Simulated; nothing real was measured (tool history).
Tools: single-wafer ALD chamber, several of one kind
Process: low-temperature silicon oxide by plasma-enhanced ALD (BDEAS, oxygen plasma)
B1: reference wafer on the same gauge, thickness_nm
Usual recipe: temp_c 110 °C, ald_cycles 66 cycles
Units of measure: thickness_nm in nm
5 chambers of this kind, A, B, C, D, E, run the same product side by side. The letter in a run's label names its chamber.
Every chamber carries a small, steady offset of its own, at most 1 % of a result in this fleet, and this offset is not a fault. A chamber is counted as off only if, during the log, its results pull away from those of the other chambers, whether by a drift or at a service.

{"run": "1C", "hour": 5.2, "temp_c": 110, "ald_cycles": 66, "B1": 10.983, "thickness_nm": 9.3105}
{"run": "2E", "hour": 13.4, "temp_c": 110, "ald_cycles": 66, "B1": 10.988, "thickness_nm": 9.278}
{"run": "3D", "hour": 18.1, "temp_c": 110, "ald_cycles": 66, "B1": 10.987, "thickness_nm": 9.2579}
{"run": "4B", "hour": 25.6, "temp_c": 110, "ald_cycles": 66, "B1": 10.975, "thickness_nm": 9.2987}
{"run": "5A", "hour": 30.2, "temp_c": 110, "ald_cycles": 66, "B1": 10.979, "thickness_nm": 9.2971}
{"run": "6A", "hour": 35.9, "temp_c": 110, "ald_cycles": 54, "B1": 10.96, "thickness_nm": 7.6299}
{"run": "7B", "hour": 41.5, "temp_c": 110, "ald_cycles": 54, "B1": 10.981, "thickness_nm": 7.6196}
{"run": "8E", "hour": 50.4, "temp_c": 110, "ald_cycles": 54, "B1": 10.978, "thickness_nm": 7.5517}
{"run": "9C", "hour": 54.4, "temp_c": 110, "ald_cycles": 54, "B1": 10.991, "thickness_nm": 7.6444}
{"run": "10D", "hour": 62.5, "temp_c": 110, "ald_cycles": 54, "B1": 10.995, "thickness_nm": 7.5125}
{"run": "11A", "hour": 71.2, "temp_c": 110, "ald_cycles": 54, "B1": 10.974, "thickness_nm": 7.5631}
{"run": "12D", "hour": 77.8, "temp_c": 110, "ald_cycles": 54, "B1": 10.978, "thickness_nm": 7.5021}
{"run": "13E", "hour": 83.6, "temp_c": 110, "ald_cycles": 54, "B1": 10.983, "thickness_nm": 7.5211}
{"run": "14B", "hour": 92.0, "temp_c": 110, "ald_cycles": 54, "B1": 10.971, "thickness_nm": 7.6085}
{"run": "15C", "hour": 97.5, "temp_c": 110, "ald_cycles": 54, "B1": 10.977, "thickness_nm": 7.5996}
{"run": "16C", "hour": 105.9, "temp_c": 121, "ald_cycles": 66, "B1": 10.978, "thickness_nm": 9.1675}
{"run": "17D", "hour": 113.0, "temp_c": 121, "ald_cycles": 66, "B1": 10.987, "thickness_nm": 9.0704}
{"run": "18A", "hour": 118.8, "temp_c": 121, "ald_cycles": 66, "B1": 10.977, "thickness_nm": 9.0855}
{"run": "19B", "hour": 125.6, "temp_c": 121, "ald_cycles": 66, "B1": 10.971, "thickness_nm": 9.0585}
{"run": "20E", "hour": 131.6, "temp_c": 121, "ald_cycles": 66, "B1": 10.992, "thickness_nm": 9.0671}
{"run": "21C", "hour": 136.1, "temp_c": 110, "ald_cycles": 66, "B1": 10.992, "thickness_nm": 9.1971}
{"run": "22D", "hour": 140.7, "temp_c": 110, "ald_cycles": 66, "B1": 10.976, "thickness_nm": 9.2755}
{"hour": 140.9, "done": "chamber A: thermocouple changed; heater temperature recalibrated"}
{"run": "23A", "hour": 147.7, "temp_c": 110, "ald_cycles": 66, "B1": 10.995, "thickness_nm": 9.2685}
{"run": "24E", "hour": 154.6, "temp_c": 110, "ald_cycles": 66, "B1": 10.976, "thickness_nm": 9.2025}
{"run": "25B", "hour": 160.9, "temp_c": 110, "ald_cycles": 66, "B1": 10.968, "thickness_nm": 9.3181}
{"run": "26B", "hour": 167.5, "temp_c": 118, "ald_cycles": 66, "B1": 10.977, "thickness_nm": 9.2021}
{"run": "27C", "hour": 173.1, "temp_c": 118, "ald_cycles": 66, "B1": 10.977, "thickness_nm": 9.1935}
{"run": "28D", "hour": 179.6, "temp_c": 118, "ald_cycles": 66, "B1": 10.985, "thickness_nm": 9.1267}
{"run": "29A", "hour": 185.1, "temp_c": 118, "ald_cycles": 66, "B1": 10.971, "thickness_nm": 9.1846}
{"run": "30E", "hour": 192.3, "temp_c": 118, "ald_cycles": 66, "B1": 10.99, "thickness_nm": 9.1152}
{"run": "31C", "hour": 199.1, "temp_c": 110, "ald_cycles": 66, "B1": 10.97, "thickness_nm": 9.29}
{"run": "32E", "hour": 206.5, "temp_c": 110, "ald_cycles": 66, "B1": 10.965, "thickness_nm": 9.2799}
{"run": "33A", "hour": 211.1, "temp_c": 110, "ald_cycles": 66, "B1": 10.985, "thickness_nm": 9.2061}

The same settings go to every chamber for the next run, one line per chamber below. Forecast the results for each:
{"run": "34A", "hour": 217.6, "temp_c": 110, "ald_cycles": 66, "thickness_nm": "?"}
{"run": "34B", "hour": 217.6, "temp_c": 110, "ald_cycles": 66, "thickness_nm": "?"}
{"run": "34C", "hour": 217.6, "temp_c": 110, "ald_cycles": 66, "thickness_nm": "?"}
{"run": "34D", "hour": 217.6, "temp_c": 110, "ald_cycles": 66, "thickness_nm": "?"}
{"run": "34E", "hour": 217.6, "temp_c": 110, "ald_cycles": 66, "thickness_nm": "?"}

run=34A thickness_nm=9.3257
run=34B thickness_nm=9.2669
run=34C thickness_nm=9.2717
run=34D thickness_nm=9.1729
run=34E thickness_nm=9.2087
